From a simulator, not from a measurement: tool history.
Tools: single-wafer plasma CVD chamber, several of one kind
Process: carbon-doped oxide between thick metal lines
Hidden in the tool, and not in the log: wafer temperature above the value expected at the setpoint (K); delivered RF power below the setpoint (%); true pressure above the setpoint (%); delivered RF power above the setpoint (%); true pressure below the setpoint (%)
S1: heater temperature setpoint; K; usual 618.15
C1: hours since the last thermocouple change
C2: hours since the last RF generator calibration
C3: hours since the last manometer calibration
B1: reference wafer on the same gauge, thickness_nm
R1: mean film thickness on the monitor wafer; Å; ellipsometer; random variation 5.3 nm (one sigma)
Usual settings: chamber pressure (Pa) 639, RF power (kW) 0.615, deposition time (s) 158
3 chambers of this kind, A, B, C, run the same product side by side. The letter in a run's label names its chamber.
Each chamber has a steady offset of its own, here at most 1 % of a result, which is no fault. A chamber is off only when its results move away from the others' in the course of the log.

{"run": "1B", "day": 0.421, "S1": 618.15, "chamber pressure (Pa)": 639, "RF power (kW)": 0.615, "deposition time (s)": 158, "C1": 337.8, "C2": 173.8, "C3": 1686.3, "B1": 844.94, "R1": 9064.7}
{"run": "2C", "day": 0.867, "S1": 618.15, "chamber pressure (Pa)": 639, "RF power (kW)": 0.615, "deposition time (s)": 158, "C1": 1424.2, "C2": 1610.5, "C3": 655.4, "B1": 843.65, "R1": 9100.3}
{"run": "3A", "day": 1.079, "S1": 618.15, "chamber pressure (Pa)": 639, "RF power (kW)": 0.615, "deposition time (s)": 158, "C1": 1079.9, "C2": 983.6, "C3": 520.2, "B1": 843.84, "R1": 9033.5}
{"run": "4A", "day": 1.333, "S1": 618.15, "chamber pressure (Pa)": 639, "RF power (kW)": 0.615, "deposition time (s)": 158, "C1": 1086, "C2": 989.7, "C3": 526.3, "B1": 843.74, "R1": 8926.4}
{"day": 1.583, "done": "chamber A: RF generator calibrated"}
{"run": "5B", "day": 1.667, "S1": 618.15, "chamber pressure (Pa)": 639, "RF power (kW)": 0.615, "deposition time (s)": 158, "C1": 367.7, "C2": 203.7, "C3": 1716.2, "B1": 845.37, "R1": 8950.6}
{"run": "6C", "day": 2.0, "S1": 618.15, "chamber pressure (Pa)": 639, "RF power (kW)": 0.615, "deposition time (s)": 158, "C1": 1451.4, "C2": 1637.7, "C3": 682.6, "B1": 844.48, "R1": 9016.8}
{"run": "7B", "day": 2.238, "S1": 618.15, "chamber pressure (Pa)": 639, "RF power (kW)": 0.615, "deposition time (s)": 158, "C1": 381.4, "C2": 217.4, "C3": 1729.9, "B1": 845.13, "R1": 8991.7}
{"run": "8A", "day": 2.45, "S1": 618.15, "chamber pressure (Pa)": 639, "RF power (kW)": 0.615, "deposition time (s)": 158, "C1": 1112.8, "C2": 20.9, "C3": 553.1, "B1": 844.8, "R1": 9148.3}
{"run": "9C", "day": 2.833, "S1": 618.15, "chamber pressure (Pa)": 639, "RF power (kW)": 0.615, "deposition time (s)": 158, "C1": 1471.4, "C2": 1657.7, "C3": 702.6, "B1": 843.96, "R1": 9062.4}
{"run": "10C", "day": 3.275, "S1": 618.15, "chamber pressure (Pa)": 639, "RF power (kW)": 0.615, "deposition time (s)": 158, "C1": 1482, "C2": 1668.3, "C3": 713.2, "B1": 844.41, "R1": 9075.7}
{"run": "11A", "day": 3.6, "S1": 618.15, "chamber pressure (Pa)": 639, "RF power (kW)": 0.615, "deposition time (s)": 158, "C1": 1140.4, "C2": 48.5, "C3": 580.7, "B1": 845.14, "R1": 9062.1}
{"run": "12B", "day": 3.888, "S1": 618.15, "chamber pressure (Pa)": 639, "RF power (kW)": 0.615, "deposition time (s)": 158, "C1": 421, "C2": 257, "C3": 1769.5, "B1": 844.69, "R1": 9034.6}
{"run": "13C", "day": 4.138, "S1": 618.15, "chamber pressure (Pa)": 639, "RF power (kW)": 0.615, "deposition time (s)": 158, "C1": 1502.7, "C2": 1689, "C3": 733.9, "B1": 844.18, "R1": 8983.2}
{"run": "14B", "day": 4.392, "S1": 618.15, "chamber pressure (Pa)": 639, "RF power (kW)": 0.615, "deposition time (s)": 158, "C1": 433.1, "C2": 269.1, "C3": 1781.6, "B1": 844.65, "R1": 8992.3}
{"run": "15A", "day": 4.696, "S1": 632.15, "chamber pressure (Pa)": 556, "RF power (kW)": 0.615, "deposition time (s)": 158, "C1": 1166.7, "C2": 74.8, "C3": 607, "B1": 844.79, "R1": 8515.7}
{"run": "16C", "day": 5.108, "S1": 632.15, "chamber pressure (Pa)": 556, "RF power (kW)": 0.615, "deposition time (s)": 158, "C1": 1526, "C2": 1712.3, "C3": 757.2, "B1": 844.56, "R1": 8497}
{"run": "17B", "day": 5.383, "S1": 632.15, "chamber pressure (Pa)": 556, "RF power (kW)": 0.615, "deposition time (s)": 158, "C1": 456.9, "C2": 292.9, "C3": 1805.4, "B1": 844.43, "R1": 8584.3}
{"run": "18A", "day": 5.696, "S1": 618.15, "chamber pressure (Pa)": 639, "RF power (kW)": 0.615, "deposition time (s)": 158, "C1": 1190.7, "C2": 98.8, "C3": 631, "B1": 844.55, "R1": 9066}
{"run": "19C", "day": 6.062, "S1": 618.15, "chamber pressure (Pa)": 639, "RF power (kW)": 0.615, "deposition time (s)": 158, "C1": 1548.9, "C2": 1735.2, "C3": 780.1, "B1": 845.78, "R1": 9013.7}
{"run": "20A", "day": 6.325, "S1": 610.15, "chamber pressure (Pa)": 576, "RF power (kW)": 0.615, "deposition time (s)": 158, "C1": 1205.8, "C2": 113.9, "C3": 646.1, "B1": 844.43, "R1": 9175.6}
{"run": "21B", "day": 6.767, "S1": 610.15, "chamber pressure (Pa)": 576, "RF power (kW)": 0.615, "deposition time (s)": 158, "C1": 490.1, "C2": 326.1, "C3": 1838.6, "B1": 844.65, "R1": 9069.7}
{"day": 6.846, "done": "chamber B: capacitance manometer re-zeroed and calibrated"}
{"run": "22A", "day": 6.979, "S1": 610.15, "chamber pressure (Pa)": 576, "RF power (kW)": 0.615, "deposition time (s)": 158, "C1": 1221.5, "C2": 129.6, "C3": 661.8, "B1": 845.94, "R1": 9051.4}
{"run": "23B", "day": 7.375, "S1": 618.15, "chamber pressure (Pa)": 639, "RF power (kW)": 0.615, "deposition time (s)": 158, "C1": 504.7, "C2": 340.7, "C3": 12.7, "B1": 844.45, "R1": 9098.9}
{"run": "24C", "day": 7.733, "S1": 618.15, "chamber pressure (Pa)": 639, "RF power (kW)": 0.615, "deposition time (s)": 158, "C1": 1589, "C2": 1775.3, "C3": 820.2, "B1": 843.97, "R1": 9035.8}
{"run": "25A", "day": 8.192, "S1": 633.15, "chamber pressure (Pa)": 639, "RF power (kW)": 0.615, "deposition time (s)": 158, "C1": 1250.6, "C2": 158.7, "C3": 690.9, "B1": 844.61, "R1": 8818.6}
{"run": "26C", "day": 8.554, "S1": 633.15, "chamber pressure (Pa)": 639, "RF power (kW)": 0.615, "deposition time (s)": 158, "C1": 1608.7, "C2": 1795, "C3": 839.9, "B1": 845.36, "R1": 8745.3}

All 3 chambers run these settings next. Forecast each chamber's results:
{"run": "27A", "day": 8.892, "S1": 618.15, "chamber pressure (Pa)": 639, "RF power (kW)": 0.615, "deposition time (s)": 158, "R1": "?"}
{"run": "27B", "day": 8.892, "S1": 618.15, "chamber pressure (Pa)": 639, "RF power (kW)": 0.615, "deposition time (s)": 158, "R1": "?"}
{"run": "27C", "day": 8.892, "S1": 618.15, "chamber pressure (Pa)": 639, "RF power (kW)": 0.615, "deposition time (s)": 158, "R1": "?"}

run=27A R1=8999.8
run=27B R1=9027
run=27C R1=9174.9
